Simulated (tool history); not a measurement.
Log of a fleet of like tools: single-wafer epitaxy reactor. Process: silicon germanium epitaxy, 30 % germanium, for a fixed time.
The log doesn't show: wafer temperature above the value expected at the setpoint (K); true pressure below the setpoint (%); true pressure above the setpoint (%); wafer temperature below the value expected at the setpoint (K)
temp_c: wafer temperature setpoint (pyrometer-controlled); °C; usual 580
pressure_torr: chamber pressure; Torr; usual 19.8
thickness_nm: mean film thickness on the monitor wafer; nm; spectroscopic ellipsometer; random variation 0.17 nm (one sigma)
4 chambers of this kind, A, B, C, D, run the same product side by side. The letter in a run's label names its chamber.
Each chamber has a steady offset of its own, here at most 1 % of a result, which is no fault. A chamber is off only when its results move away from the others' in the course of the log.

run,hour,temp_c,pressure_torr,hours since the last pyrometer calibration,hours since the last manometer calibration,"read-back reference wafer on the same gauge, thickness_nm",thickness_nm
1B,15.0,580,19.8,2129.2,815.6,44.297,40.518
2C,26.5,580,19.8,414.6,636.2,44.326,40.704
3A,39.9,580,19.8,169.5,782.3,44.289,40.101
4D,53.4,580,19.8,78.6,99.0,44.276,40.422
5C,63.6,580,19.8,451.7,673.3,44.364,40.780
6A,76.7,580,19.8,206.3,819.1,44.256,40.117
7D,88.8,580,19.8,114.0,134.4,44.316,40.691
8B,100.4,580,19.8,2214.6,901.0,44.321,40.781
9B,110.7,580,19.8,2224.9,911.3,44.288,40.721
10C,122.6,580,19.8,510.7,732.3,44.350,40.567
11D,135.3,580,19.8,160.5,180.9,44.285,40.365
12A,148.3,580,19.8,277.9,890.7,44.346,40.200
13B,162.2,580,19.8,2276.4,962.8,44.295,40.577
14D,170.8,580,19.8,196.0,216.4,44.333,40.796
15C,178.6,580,24.4,566.7,788.3,44.323,43.574
16A,187.2,580,24.4,316.8,929.6,44.287,43.999
17C,201.1,580,24.4,589.2,810.8,44.339,43.499
18A,209.4,580,24.4,339.0,951.8,44.302,43.881
19D,223.7,580,19.8,248.9,269.3,44.263,40.494
20B,237.3,580,19.8,2351.5,1037.9,44.291,40.287
21D,250.8,580,19.8,276.0,296.4,44.313,40.898
22B,261.5,580,19.8,2375.7,1062.1,44.334,40.746
23A,276.9,580,19.8,406.5,1019.3,44.296,40.299
24C,287.6,580,19.8,675.7,897.3,44.311,39.312
25B,300.0,580,19.8,2414.2,1100.6,44.304,40.139

Is one chamber off against the others, does the gauge drift, or is nothing wrong? If a chamber is off, say which, and what the likeliest cause is.

Chamber C drifts away from the others.
Cause: wafer temperature below the value expected at the setpoint (K) = 2.28.

Here are 4 candidates for chamber C's next run, each the usual settings with a change, their results left as question marks. Which one brings its results back in line with what the others give on the usual settings?
In line means no further than this from the other chambers' mean on the usual settings: thickness_nm 0.600 nm
26C-1,311.0,580,17.9,,,,?
26C-2,311.0,580,19.2,,,,?
26C-3,311.0,580,20.4,,,,?
26C-4,311.0,582,19.8,,,,?

The other chambers' mean on the usual settings: thickness_nm 40.403 nm
run,thickness_nm
26C-1,37.379
26C-2,38.442
26C-3,39.385
26C-4,40.441
26C-4 brings the chamber back in line.
